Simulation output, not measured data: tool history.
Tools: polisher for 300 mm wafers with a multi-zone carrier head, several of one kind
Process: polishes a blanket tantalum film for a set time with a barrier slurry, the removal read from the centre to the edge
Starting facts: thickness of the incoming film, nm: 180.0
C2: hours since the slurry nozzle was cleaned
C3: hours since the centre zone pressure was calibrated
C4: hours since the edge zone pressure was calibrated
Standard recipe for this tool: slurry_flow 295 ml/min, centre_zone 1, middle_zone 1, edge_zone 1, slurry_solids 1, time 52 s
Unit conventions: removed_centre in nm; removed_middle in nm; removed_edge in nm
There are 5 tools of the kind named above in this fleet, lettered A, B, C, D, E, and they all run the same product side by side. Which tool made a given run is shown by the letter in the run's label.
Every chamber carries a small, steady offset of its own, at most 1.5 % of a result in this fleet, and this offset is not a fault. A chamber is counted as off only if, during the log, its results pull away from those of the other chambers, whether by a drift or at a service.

{"hour": 5.2, "done": "chamber D: worn pad replaced by a new one"}
{"run": "1A", "hour": 8.7, "slurry_flow": 295, "centre_zone": 1, "middle_zone": 1, "edge_zone": 1, "slurry_solids": 1, "time": 52, "wafers polished on this pad": 679, "C2": 356.1, "C3": 790.4, "C4": 891.6, "removed_centre": 56.095, "removed_middle": 56.31, "removed_edge": 55.328}
{"run": "2D", "hour": 15.4, "slurry_flow": 295, "centre_zone": 1, "middle_zone": 1, "edge_zone": 1, "slurry_solids": 1, "time": 52, "wafers polished on this pad": 81, "C2": 634.5, "C3": 329.7, "C4": 296.5, "removed_centre": 53.695, "removed_middle": 55.83, "removed_edge": 54.923}
{"hour": 24.5, "done": "chamber A: worn pad replaced by a new one"}
{"run": "3B", "hour": 26.1, "slurry_flow": 295, "centre_zone": 1, "middle_zone": 1, "edge_zone": 1, "slurry_solids": 1, "time": 52, "wafers polished on this pad": 664, "C2": 481.3, "C3": 117.5, "C4": 341.4, "removed_centre": 57.541, "removed_middle": 55.979, "removed_edge": 55.981}
{"run": "4E", "hour": 32.2, "slurry_flow": 295, "centre_zone": 1, "middle_zone": 1, "edge_zone": 1, "slurry_solids": 1, "time": 52, "wafers polished on this pad": 378, "C2": 55.3, "C3": 830.5, "C4": 232.3, "removed_centre": 54.968, "removed_middle": 56.119, "removed_edge": 55.353}
{"run": "5C", "hour": 38.7, "slurry_flow": 295, "centre_zone": 1, "middle_zone": 1, "edge_zone": 1, "slurry_solids": 1, "time": 52, "wafers polished on this pad": 596, "C2": 278.8, "C3": 1052.2, "C4": 650.4, "removed_centre": 55.492, "removed_middle": 55.002, "removed_edge": 55.482}
{"hour": 45.3, "done": "chamber D: slurry nozzle cleaned"}
{"run": "6B", "hour": 45.7, "slurry_flow": 295, "centre_zone": 1, "middle_zone": 1, "edge_zone": 1, "slurry_solids": 1, "time": 52, "wafers polished on this pad": 820, "C2": 500.9, "C3": 137.1, "C4": 361, "removed_centre": 56.609, "removed_middle": 55.55, "removed_edge": 55.783}
{"run": "7E", "hour": 54.0, "slurry_flow": 295, "centre_zone": 1, "middle_zone": 1, "edge_zone": 1, "slurry_solids": 1, "time": 52, "wafers polished on this pad": 551, "C2": 77.1, "C3": 852.3, "C4": 254.1, "removed_centre": 55.999, "removed_middle": 55.544, "removed_edge": 55.258}
{"hour": 59.3, "done": "chamber C: worn pad replaced by a new one"}
{"run": "8A", "hour": 63.4, "slurry_flow": 295, "centre_zone": 1, "middle_zone": 1, "edge_zone": 1, "slurry_solids": 1, "time": 52, "wafers polished on this pad": 310, "C2": 410.8, "C3": 845.1, "C4": 946.3, "removed_centre": 54.564, "removed_middle": 56.112, "removed_edge": 56.752}
{"hour": 69.3, "done": "chamber D: edge zone pressure recalibrated"}
{"run": "9D", "hour": 69.9, "slurry_flow": 295, "centre_zone": 1, "middle_zone": 1, "edge_zone": 1, "slurry_solids": 1, "time": 52, "wafers polished on this pad": 515, "C2": 24.7, "C3": 384.2, "C4": 0.6, "removed_centre": 55.569, "removed_middle": 55.426, "removed_edge": 56.798}
{"hour": 73.3, "done": "chamber D: worn pad replaced by a new one"}
{"run": "10C", "hour": 78.4, "slurry_flow": 295, "centre_zone": 1, "middle_zone": 1, "edge_zone": 1, "slurry_solids": 1, "time": 52, "wafers polished on this pad": 152, "C2": 318.5, "C3": 1091.9, "C4": 690.1, "removed_centre": 56.352, "removed_middle": 55.967, "removed_edge": 54.345}
{"hour": 82.3, "done": "chamber A: slurry nozzle cleaned"}
{"run": "11C", "hour": 87.0, "slurry_flow": 295, "centre_zone": 1, "middle_zone": 1, "edge_zone": 1, "slurry_solids": 1, "time": 52, "wafers polished on this pad": 220, "C2": 327.1, "C3": 1100.5, "C4": 698.7, "removed_centre": 55.313, "removed_middle": 54.788, "removed_edge": 56.107}
{"run": "12A", "hour": 94.1, "slurry_flow": 295, "centre_zone": 1, "middle_zone": 1, "edge_zone": 1, "slurry_solids": 1, "time": 52, "wafers polished on this pad": 554, "C2": 11.8, "C3": 875.8, "C4": 977, "removed_centre": 55.486, "removed_middle": 55.514, "removed_edge": 56.228}
{"hour": 101.0, "done": "chamber E: worn pad replaced by a new one"}
{"run": "13B", "hour": 103.7, "slurry_flow": 295, "centre_zone": 1, "middle_zone": 1, "edge_zone": 1, "slurry_solids": 1, "time": 52, "wafers polished on this pad": 1282, "C2": 558.9, "C3": 195.1, "C4": 419, "removed_centre": 55.153, "removed_middle": 55.49, "removed_edge": 55.876}
{"run": "14D", "hour": 113.6, "slurry_flow": 295, "centre_zone": 1, "middle_zone": 1, "edge_zone": 1, "slurry_solids": 1, "time": 52, "wafers polished on this pad": 320, "C2": 68.4, "C3": 427.9, "C4": 44.3, "removed_centre": 55.508, "removed_middle": 55.092, "removed_edge": 56.279}
{"run": "15E", "hour": 124.5, "slurry_flow": 295, "centre_zone": 0.95, "middle_zone": 1, "edge_zone": 1, "slurry_solids": 1, "time": 52, "wafers polished on this pad": 187, "C2": 147.6, "C3": 922.8, "C4": 324.6, "removed_centre": 53.178, "removed_middle": 55.683, "removed_edge": 55.953}
{"run": "16B", "hour": 131.3, "slurry_flow": 295, "centre_zone": 0.95, "middle_zone": 1, "edge_zone": 1, "slurry_solids": 1, "time": 52, "wafers polished on this pad": 1502, "C2": 586.5, "C3": 222.7, "C4": 446.6, "removed_centre": 51.412, "removed_middle": 53.58, "removed_edge": 55.172}
{"hour": 133.0, "done": "chamber A: worn pad replaced by a new one"}
{"run": "17D", "hour": 136.8, "slurry_flow": 295, "centre_zone": 0.95, "middle_zone": 1, "edge_zone": 1, "slurry_solids": 1, "time": 52, "wafers polished on this pad": 505, "C2": 91.6, "C3": 451.1, "C4": 67.5, "removed_centre": 51.629, "removed_middle": 55.464, "removed_edge": 55.452}
{"run": "18E", "hour": 147.0, "slurry_flow": 295, "centre_zone": 0.95, "middle_zone": 1, "edge_zone": 1, "slurry_solids": 1, "time": 52, "wafers polished on this pad": 366, "C2": 170.1, "C3": 945.3, "C4": 347.1, "removed_centre": 53.712, "removed_middle": 55.882, "removed_edge": 55.082}
{"hour": 147.1, "done": "chamber C: worn pad replaced by a new one"}
{"hour": 148.4, "done": "chamber D: worn pad replaced by a new one"}
{"run": "19C", "hour": 152.9, "slurry_flow": 295, "centre_zone": 0.95, "middle_zone": 1, "edge_zone": 1, "slurry_solids": 1, "time": 52, "wafers polished on this pad": 46, "C2": 393, "C3": 1166.4, "C4": 764.6, "removed_centre": 52.23, "removed_middle": 55.77, "removed_edge": 56.295}
{"run": "20A", "hour": 160.6, "slurry_flow": 295, "centre_zone": 1, "middle_zone": 1, "edge_zone": 1, "slurry_solids": 1, "time": 52, "wafers polished on this pad": 220, "C2": 78.3, "C3": 942.3, "C4": 1043.5, "removed_centre": 55.079, "removed_middle": 56.703, "removed_edge": 55.977}
{"hour": 163.2, "done": "chamber C: centre zone pressure recalibrated"}
{"run": "21D", "hour": 167.9, "slurry_flow": 295, "centre_zone": 1, "middle_zone": 1, "edge_zone": 1, "slurry_solids": 1, "time": 52, "wafers polished on this pad": 155, "C2": 122.7, "C3": 482.2, "C4": 98.6, "removed_centre": 55.088, "removed_middle": 55.898, "removed_edge": 56.972}
{"run": "22C", "hour": 176.5, "slurry_flow": 295, "centre_zone": 1.04, "middle_zone": 1, "edge_zone": 1, "slurry_solids": 0.75, "time": 52, "wafers polished on this pad": 234, "C2": 416.6, "C3": 13.4, "C4": 788.2, "removed_centre": 55.263, "removed_middle": 49.737, "removed_edge": 50.647}
{"run": "23B", "hour": 183.3, "slurry_flow": 295, "centre_zone": 1.04, "middle_zone": 1, "edge_zone": 1, "slurry_solids": 0.75, "time": 52, "wafers polished on this pad": 1916, "C2": 638.5, "C3": 274.7, "C4": 498.6, "removed_centre": 51.677, "removed_middle": 48.27, "removed_edge": 47.902}
{"run": "24E", "hour": 192.7, "slurry_flow": 295, "centre_zone": 1.04, "middle_zone": 1, "edge_zone": 1, "slurry_solids": 0.75, "time": 52, "wafers polished on this pad": 730, "C2": 215.8, "C3": 991, "C4": 392.8, "removed_centre": 54.332, "removed_middle": 50.572, "removed_edge": 50.603}
{"run": "25A", "hour": 197.8, "slurry_flow": 295, "centre_zone": 1.04, "middle_zone": 1, "edge_zone": 1, "slurry_solids": 0.75, "time": 52, "wafers polished on this pad": 516, "C2": 115.5, "C3": 979.5, "C4": 1080.7, "removed_centre": 52.998, "removed_middle": 51.264, "removed_edge": 51.476}
{"hour": 204.6, "done": "chamber E: worn pad replaced by a new one"}
{"run": "26E", "hour": 207.6, "slurry_flow": 295, "centre_zone": 1.04, "middle_zone": 1, "edge_zone": 1, "slurry_solids": 0.75, "time": 52, "wafers polished on this pad": 24, "C2": 230.7, "C3": 1005.9, "C4": 407.7, "removed_centre": 54.003, "removed_middle": 51.479, "removed_edge": 50.953}
{"hour": 211.1, "done": "chamber D: worn pad replaced by a new one"}
{"run": "27D", "hour": 215.0, "slurry_flow": 295, "centre_zone": 0.96, "middle_zone": 1, "edge_zone": 1.07, "slurry_solids": 1, "time": 52, "wafers polished on this pad": 31, "C2": 169.8, "C3": 529.3, "C4": 145.7, "removed_centre": 51.536, "removed_middle": 55.624, "removed_edge": 57.544}
{"run": "28C", "hour": 222.6, "slurry_flow": 295, "centre_zone": 0.96, "middle_zone": 1, "edge_zone": 1.07, "slurry_solids": 1, "time": 52, "wafers polished on this pad": 601, "C2": 462.7, "C3": 59.5, "C4": 834.3, "removed_centre": 53.18, "removed_middle": 55.209, "removed_edge": 57.275}
{"hour": 228.1, "done": "chamber E: centre zone pressure recalibrated"}
{"hour": 229.2, "done": "chamber C: worn pad replaced by a new one"}
{"hour": 229.6, "done": "chamber A: worn pad replaced by a new one"}
{"run": "29A", "hour": 233.7, "slurry_flow": 295, "centre_zone": 0.96, "middle_zone": 1, "edge_zone": 1.07, "slurry_solids": 1, "time": 52, "wafers polished on this pad": 33, "C2": 151.4, "C3": 1015.4, "C4": 1116.6, "removed_centre": 53.703, "removed_middle": 56.127, "removed_edge": 57.142}
{"hour": 238.1, "done": "chamber B: slurry nozzle cleaned"}
{"run": "30B", "hour": 238.5, "slurry_flow": 295, "centre_zone": 0.96, "middle_zone": 1, "edge_zone": 1.07, "slurry_solids": 1, "time": 52, "wafers polished on this pad": 2355, "C2": 0.5, "C3": 329.9, "C4": 553.8, "removed_centre": 50.78, "removed_middle": 52.645, "removed_edge": 54.068}
{"run": "31C", "hour": 246.5, "slurry_flow": 295, "centre_zone": 0.96, "middle_zone": 1, "edge_zone": 1.07, "slurry_solids": 1, "time": 52, "wafers polished on this pad": 137, "C2": 486.6, "C3": 83.4, "C4": 858.2, "removed_centre": 53.519, "removed_middle": 56.129, "removed_edge": 57.142}
{"run": "32D", "hour": 253.2, "slurry_flow": 295, "centre_zone": 1, "middle_zone": 1.04, "edge_zone": 1, "slurry_solids": 1.3, "time": 52, "wafers polished on this pad": 335, "C2": 208, "C3": 567.5, "C4": 183.9, "removed_centre": 58.091, "removed_middle": 62.151, "removed_edge": 59.939}
{"run": "33B", "hour": 262.9, "slurry_flow": 295, "centre_zone": 1, "middle_zone": 1.04, "edge_zone": 1, "slurry_solids": 1.3, "time": 52, "wafers polished on this pad": 2549, "C2": 24.9, "C3": 354.3, "C4": 578.2, "removed_centre": 56.679, "removed_middle": 58.029, "removed_edge": 54.109}
{"run": "34A", "hour": 268.0, "slurry_flow": 295, "centre_zone": 1, "middle_zone": 1.04, "edge_zone": 1, "slurry_solids": 1.3, "time": 52, "wafers polished on this pad": 306, "C2": 185.7, "C3": 1049.7, "C4": 1150.9, "removed_centre": 58.885, "removed_middle": 62.466, "removed_edge": 59.985}
{"run": "35E", "hour": 277.3, "slurry_flow": 295, "centre_zone": 1, "middle_zone": 1.04, "edge_zone": 1, "slurry_solids": 1.3, "time": 52, "wafers polished on this pad": 579, "C2": 300.4, "C3": 49.3, "C4": 477.4, "removed_centre": 60.292, "removed_middle": 63.299, "removed_edge": 60.745}
{"hour": 279.7, "done": "chamber D: worn pad replaced by a new one"}
{"run": "36A", "hour": 286.9, "slurry_flow": 295, "centre_zone": 1, "middle_zone": 1.04, "edge_zone": 1, "slurry_solids": 1.3, "time": 52, "wafers polished on this pad": 456, "C2": 204.6, "C3": 1068.6, "C4": 1169.8, "removed_centre": 59.221, "removed_middle": 60.886, "removed_edge": 59.902}
{"hour": 287.9, "done": "chamber C: edge zone pressure recalibrated"}
{"hour": 295.7, "done": "chamber D: centre zone pressure recalibrated"}
{"run": "37C", "hour": 297.0, "slurry_flow": 295, "centre_zone": 1, "middle_zone": 1, "edge_zone": 1, "slurry_solids": 1, "time": 52, "wafers polished on this pad": 539, "C2": 537.1, "C3": 133.9, "C4": 9.1, "removed_centre": 54.749, "removed_middle": 55.821, "removed_edge": 55.14}
{"run": "38E", "hour": 307.6, "slurry_flow": 295, "centre_zone": 1, "middle_zone": 1, "edge_zone": 1, "slurry_solids": 1, "time": 42, "wafers polished on this pad": 820, "C2": 330.7, "C3": 79.6, "C4": 507.7, "removed_centre": 45.832, "removed_middle": 45.558, "removed_edge": 46.002}
{"run": "39D", "hour": 313.4, "slurry_flow": 295, "centre_zone": 1, "middle_zone": 1, "edge_zone": 1, "slurry_solids": 1, "time": 42, "wafers polished on this pad": 268, "C2": 268.2, "C3": 17.7, "C4": 244.1, "removed_centre": 44.941, "removed_middle": 45.383, "removed_edge": 44.65}
{"run": "40B", "hour": 323.3, "slurry_flow": 295, "centre_zone": 1, "middle_zone": 1, "edge_zone": 1, "slurry_solids": 1, "time": 42, "wafers polished on this pad": 3030, "C2": 85.3, "C3": 414.7, "C4": 638.6, "removed_centre": 40.043, "removed_middle": 40.019, "removed_edge": 40.82}

Has any chamber moved away from the others, gradually or after a service, or does the common gauge drift, or do the chambers differ only by their own small steady offsets? State the chamber and the most likely cause if one applies.

One chamber, B, drifts off from the rest bit by bit.
Most likely cause: removal rate lost through wear of the pad, % = 9.75.

Below are 4 candidate recipes for chamber B's next run, each the usual settings with a change, their results shown as question marks. Which of them brings B's results back in line with what the other chambers give on the usual settings?
A result is in line if it is within this distance of the other chambers' mean on the usual settings: removed_centre 2.8 nm; removed_middle 1.8 nm; removed_edge 2.2 nm
{"run": "41B-1", "hour": 331.2, "slurry_flow": 290, "centre_zone": 1.01, "middle_zone": 1, "edge_zone": 0.99, "slurry_solids": 0.95, "time": 44, "removed_centre": "?", "removed_middle": "?", "removed_edge": "?"}
{"run": "41B-2", "hour": 331.2, "slurry_flow": 295, "centre_zone": 0.99, "middle_zone": 1, "edge_zone": 1.01, "slurry_solids": 1, "time": 57, "removed_centre": "?", "removed_middle": "?", "removed_edge": "?"}
{"run": "41B-3", "hour": 331.2, "slurry_flow": 300, "centre_zone": 0.99, "middle_zone": 1, "edge_zone": 1.02, "slurry_solids": 1.05, "time": 61, "removed_centre": "?", "removed_middle": "?", "removed_edge": "?"}
{"run": "41B-4", "hour": 331.2, "slurry_flow": 295, "centre_zone": 1.01, "middle_zone": 1, "edge_zone": 0.99, "slurry_solids": 1, "time": 47, "removed_centre": "?", "removed_middle": "?", "removed_edge": "?"}

Mean of the other chambers on the usual settings: removed_centre 55.646 nm; removed_middle 55.649 nm; removed_edge 55.657 nm
run=41B-1 removed_centre=43.014 removed_middle=41.974 removed_edge=41.572
run=41B-2 removed_centre=55.431 removed_middle=55.297 removed_edge=55.314
run=41B-3 removed_centre=60.254 removed_middle=60.096 removed_edge=60.403
run=41B-4 removed_centre=46.73 removed_middle=45.592 removed_edge=45.138
The right change is 41B-2: it brings the chamber back within the allowed miss of the others.
